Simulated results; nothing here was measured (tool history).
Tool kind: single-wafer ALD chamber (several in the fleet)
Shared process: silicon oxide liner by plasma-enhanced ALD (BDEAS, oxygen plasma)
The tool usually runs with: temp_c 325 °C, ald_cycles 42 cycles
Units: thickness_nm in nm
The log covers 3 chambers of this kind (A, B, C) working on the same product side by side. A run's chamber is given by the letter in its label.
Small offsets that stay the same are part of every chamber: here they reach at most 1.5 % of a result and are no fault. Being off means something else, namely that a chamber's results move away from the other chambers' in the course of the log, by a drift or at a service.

| run | hour | temp_c | ald_cycles | hours since the last thermocouple change | read-back reference wafer on the same gauge, thickness_nm | thickness_nm |
|---|---|---|---|---|---|---|
| 1C | 4.0 | 325 | 42 | 224.8 | 3.5901 | 3.7822 |
| 2B | 8.0 | 325 | 42 | 192.0 | 3.5898 | 3.7287 |
| 3A | 14.5 | 325 | 42 | 784.0 | 3.5884 | 3.8005 |
| 4A | 18.1 | 325 | 42 | 787.6 | 3.5884 | 3.8107 |
| 5B | 22.1 | 325 | 42 | 206.1 | 3.5879 | 3.7217 |
| 6C | 26.5 | 325 | 42 | 247.3 | 3.5872 | 3.7741 |
| 7C | 31.4 | 339 | 38 | 252.2 | 3.5871 | 3.3409 |
| 8A | 36.9 | 339 | 38 | 806.4 | 3.5876 | 3.3752 |
| 9B | 40.3 | 339 | 38 | 224.3 | 3.5871 | 3.2928 |
| 10C | 46.7 | 325 | 42 | 267.5 | 3.5867 | 3.7801 |
| 11A | 51.8 | 325 | 42 | 821.3 | 3.5858 | 3.8041 |
| 12B | 58.1 | 325 | 42 | 242.1 | 3.5856 | 3.7193 |
| 13B | 61.4 | 325 | 42 | 245.4 | 3.5849 | 3.7209 |
| 14C | 66.0 | 325 | 42 | 286.8 | 3.5841 | 3.7748 |
| 15A | 69.0 | 325 | 42 | 838.5 | 3.5839 | 3.8007 |
| 16A | 74.5 | 325 | 42 | 844.0 | 3.5841 | 3.8024 |
| 17B | 80.2 | 325 | 42 | 264.2 | 3.5842 | 3.7141 |
| 18C | 83.8 | 325 | 42 | 304.6 | 3.5841 | 3.7710 |
| 19C | 88.8 | 325 | 42 | 309.6 | 3.5835 | 3.7670 |
| 20A | 94.6 | 325 | 42 | 864.1 | 3.5819 | 3.7964 |
| 21B | 98.1 | 325 | 42 | 282.1 | 3.5835 | 3.7230 |
| 22A | 102.5 | 325 | 42 | 872.0 | 3.5833 | 3.7999 |
| 23C | 106.5 | 325 | 42 | 327.3 | 3.5820 | 3.7651 |
| 24B | 111.9 | 325 | 42 | 295.9 | 3.5821 | 3.7154 |
| 25A | 115.6 | 325 | 42 | 885.1 | 3.5816 | 3.7989 |
| 26C | 120.8 | 325 | 47 | 341.6 | 3.5806 | 4.2134 |
| 27B | 126.5 | 325 | 47 | 310.5 | 3.5800 | 4.1464 |
| 28A | 130.0 | 325 | 47 | 899.5 | 3.5802 | 4.2443 |
| 29C | 132.9 | 325 | 42 | 353.7 | 3.5795 | 3.7672 |
| 30B | 139.0 | 325 | 35 | 323.0 | 3.5799 | 3.0974 |
| 31B | 143.5 | 325 | 35 | 327.5 | 3.5793 | 3.0926 |
| 32C | 149.5 | 325 | 35 | 370.3 | 3.5803 | 3.1374 |
| 33A | 154.6 | 325 | 42 | 924.1 | 3.5782 | 3.7995 |
| 34B | 160.0 | 325 | 42 | 344.0 | 3.5784 | 3.7096 |
| 35A | 164.1 | 325 | 49 | 933.6 | 3.5770 | 4.4172 |
| 36C | 170.0 | 325 | 49 | 390.8 | 3.5777 | 4.3910 |
| 37B | 173.7 | 325 | 49 | 357.7 | 3.5769 | 4.3246 |
| 38A | 177.1 | 318 | 39 | 946.6 | 3.5757 | 3.5578 |
| 39C | 181.5 | 318 | 39 | 402.3 | 3.5761 | 3.5258 |
| 40B | 185.4 | 318 | 39 | 369.4 | 3.5758 | 3.4763 |
| 41A | 191.4 | 325 | 42 | 960.9 | 3.5760 | 3.7838 |
| 42C | 197.7 | 325 | 42 | 418.5 | 3.5749 | 3.7584 |
| 43C | 202.5 | 325 | 42 | 423.3 | 3.5753 | 3.7692 |

Next, every chamber runs the same settings. What will each give?
| 44A | 207.2 | 325 | 42 |  |  | ? |
| 44B | 207.2 | 325 | 42 |  |  | ? |
| 44C | 207.2 | 325 | 42 |  |  | ? |

| run | thickness_nm |
|---|---|
| 44A | 3.7829 |
| 44B | 3.7110 |
| 44C | 3.7604 |
